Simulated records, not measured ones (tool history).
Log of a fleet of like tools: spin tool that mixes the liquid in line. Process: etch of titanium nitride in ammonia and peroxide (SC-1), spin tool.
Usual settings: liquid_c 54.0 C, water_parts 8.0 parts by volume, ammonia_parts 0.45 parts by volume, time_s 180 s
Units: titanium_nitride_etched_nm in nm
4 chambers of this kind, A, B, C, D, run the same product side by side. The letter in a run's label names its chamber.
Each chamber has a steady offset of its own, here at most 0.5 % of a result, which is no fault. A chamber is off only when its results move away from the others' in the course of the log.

run   hour  liquid_c  water_parts  ammonia_parts  time_s  hours since the thermometer was replaced  hours since the ammonia flow meter was replaced  hours since the heated supply line was repaired  hours since the drum of ammonia solution was connected  read-back film thickness of the titanium nitride reference wafer, read on the same gauge (nm)  titanium_nitride_etched_nm
 1C    3.2      54.0          8.0           0.45     180                                     734.4                                           1172.0                                            600.2                                                   238.8                                                                                         90.016                     10.7540
 2B    9.9      54.0          8.0           0.45     180                                     605.1                                           1825.2                                           1812.0                                                    43.2                                                                                         90.004                     10.7190
      12.8  -- chamber C: thermometer replaced
 3A   15.5      54.0          8.0           0.45     180                                    1027.5                                            354.1                                           1250.9                                                   812.4                                                                                         90.007                     10.7250
 4D   18.7      54.0          8.0           0.45     180                                    1198.5                                             98.6                                            285.1                                                   311.2                                                                                         90.022                     10.7890
 5A   21.9      54.0          8.0           0.45     180                                    1033.9                                            360.5                                           1257.3                                                   818.8                                                                                         90.001                     10.7030
 6B   27.3      54.0          8.0           0.45     180                                     622.5                                           1842.6                                           1829.4                                                    60.6                                                                                         90.001                     10.9020
 7D   30.6      54.0          8.0           0.45     180                                    1210.4                                            110.5                                            297.0                                                   323.1                                                                                         89.991                     10.8490
 8C   36.5      54.0          8.0           0.45     180                                      23.8                                           1205.3                                            633.5                                                   272.1                                                                                         89.989                     10.6690
 9D   41.3      54.0          8.0           0.45     180                                    1221.1                                            121.2                                            307.7                                                   333.8                                                                                         90.002                     10.8260
10A   44.7      54.0          8.0           0.45     180                                    1056.7                                            383.3                                           1280.1                                                   841.6                                                                                         89.991                     10.5740
11B   49.8      54.0          8.0           0.45     180                                     645.0                                           1865.1                                           1851.9                                                    83.1                                                                                         89.992                     10.7360
12C   54.5      50.0          8.0           0.45     240                                      41.8                                           1223.3                                            651.5                                                   290.1                                                                                         90.016                     10.8570
13D   61.0      50.0          8.0           0.45     240                                    1240.8                                            140.9                                            327.4                                                   353.5                                                                                         90.007                     10.8380
14B   66.1      50.0          8.0           0.45     240                                     661.3                                           1881.4                                           1868.2                                                    99.4                                                                                         90.003                     10.9240
15A   69.6      50.0          8.0           0.45     240                                    1081.6                                            408.2                                           1305.0                                                   866.5                                                                                         89.977                     10.6710
16C   76.1      54.0          8.0           0.45      85                                      63.4                                           1244.9                                            673.1                                                   311.7                                                                                         90.005                      5.1080
17C   79.3      54.0          8.0           0.45      85                                      66.6                                           1248.1                                            676.3                                                   314.9                                                                                         89.987                      5.0194
18A   84.5      54.0          8.0           0.45      85                                    1096.5                                            423.1                                           1319.9                                                   881.4                                                                                         89.992                      5.0587
19B   87.6      54.0          8.0           0.45      85                                     682.8                                           1902.9                                           1889.7                                                   120.9                                                                                         89.990                      5.0771
20D   93.5      54.0          8.0           0.45     180                                    1273.3                                            173.4                                            359.9                                                   386.0                                                                                         90.011                     10.6700
21C   98.3      54.0          8.0           0.45     180                                      85.6                                           1267.1                                            695.3                                                   333.9                                                                                         89.998                     10.5120
22A  102.7      54.0          8.0           0.45     180                                    1114.7                                            441.3                                           1338.1                                                   899.6                                                                                         90.020                     10.6710
23B  107.5      54.0          8.0           0.45     180                                     702.7                                           1922.8                                           1909.6                                                   140.8                                                                                         90.019                     10.7290
     112.7  -- chamber D: new drum of ammonia solution connected
24D  113.6      54.0          8.0           0.45     180                                    1293.4                                            193.5                                            380.0                                                     1.0                                                                                         90.012                     10.5980
25B  118.4      54.0          8.0           0.45     180                                     713.6                                           1933.7                                           1920.5                                                   151.7                                                                                         89.986                     10.7400
26C  121.5      54.0          8.0           0.45     180                                     108.8                                           1290.3                                            718.5                                                   357.1                                                                                         89.998                     10.4270
27D  126.5      54.0          8.0           0.45     180                                    1306.3                                            206.4                                            392.9                                                    13.9                                                                                         89.985                     10.6630
28A  129.4      54.0          8.0           0.45     180                                    1141.4                                            468.0                                           1364.8                                                   926.3                                                                                         89.982                     10.4680
29D  133.7      54.0          8.0           0.45     180                                    1313.5                                            213.6                                            400.1                                                    21.1                                                                                         90.003                     10.6390
30B  137.5      58.5          6.5           0.45     180                                     732.7                                           1952.8                                           1939.6                                                   170.8                                                                                         89.994                     16.0300
31C  143.9      58.5          6.5           0.45     180                                     131.2                                           1312.7                                            740.9                                                   379.5                                                                                         90.003                     15.6220
32A  148.2      58.5          6.5           0.45     180                                    1160.2                                            486.8                                           1383.6                                                   945.1                                                                                         89.993                     15.9550
     150.2  -- chamber A: new drum of ammonia solution connected
33D  152.2      58.5          6.5           0.45     180                                    1332.0                                            232.1                                            418.6                                                    39.6                                                                                         90.022                     15.9710
34B  158.4      54.0          8.0           0.45     180                                     753.6                                           1973.7                                           1960.5                                                   191.7                                                                                         90.008                     10.7040
35C  164.1      54.0          9.5           0.45      90                                     151.4                                           1332.9                                            761.1                                                   399.7                                                                                         89.993                      4.6713
36A  169.4      54.0          9.5           0.45      90                                    1181.4                                            508.0                                           1404.8                                                    19.3                                                                                         89.981                      4.8580
37C  174.8      54.0          9.5           0.45      90                                     162.1                                           1343.6                                            771.8                                                   410.4                                                                                         89.999                      4.6002
     176.9  -- chamber B: new drum of ammonia solution connected
38B  179.8      54.0          9.5           0.45      90                                     775.0                                           1995.1                                           1981.9                                                     2.9                                                                                         90.003                      4.9198
39A  185.2      54.0          8.0           0.45     180                                    1197.2                                            523.8                                           1420.6                                                    35.1                                                                                         90.034                     10.6340
40D  191.6      54.0          8.0           0.45     180                                    1371.4                                            271.5                                            458.0                                                    79.0                                                                                         89.991                     10.7060
41B  196.8      54.0          8.0           0.45     180                                     792.0                                           2012.1                                           1998.9                                                    19.9                                                                                         89.995                     10.8110
42D  203.2      54.0          8.0           0.45     180                                    1383.0                                            283.1                                            469.6                                                    90.6                                                                                         89.997                     10.6500
43C  209.8      54.0          8.0           0.30     180                                     197.1                                           1378.6                                            806.8                                                   445.4                                                                                         89.983                      9.1679
44A  213.2      54.0          8.0           0.30     180                                    1225.2                                            551.8                                           1448.6                                                    63.1                                                                                         90.005                      9.8805

All 4 chambers run these settings next. Forecast each chamber's results:
45A  218.0      54.0          8.0           0.45     180                                                                                                                                                                                                                                                                                                                              ?
45B  218.0      54.0          8.0           0.45     180                                                                                                                                                                                                                                                                                                                              ?
45C  218.0      54.0          8.0           0.45     180                                                                                                                                                                                                                                                                                                                              ?
45D  218.0      54.0          8.0           0.45     180                                                                                                                                                                                                                                                                                                                              ?

run  titanium_nitride_etched_nm
45A                     10.5750
45B                     10.6720
45C                      9.6942
45D                     10.6490

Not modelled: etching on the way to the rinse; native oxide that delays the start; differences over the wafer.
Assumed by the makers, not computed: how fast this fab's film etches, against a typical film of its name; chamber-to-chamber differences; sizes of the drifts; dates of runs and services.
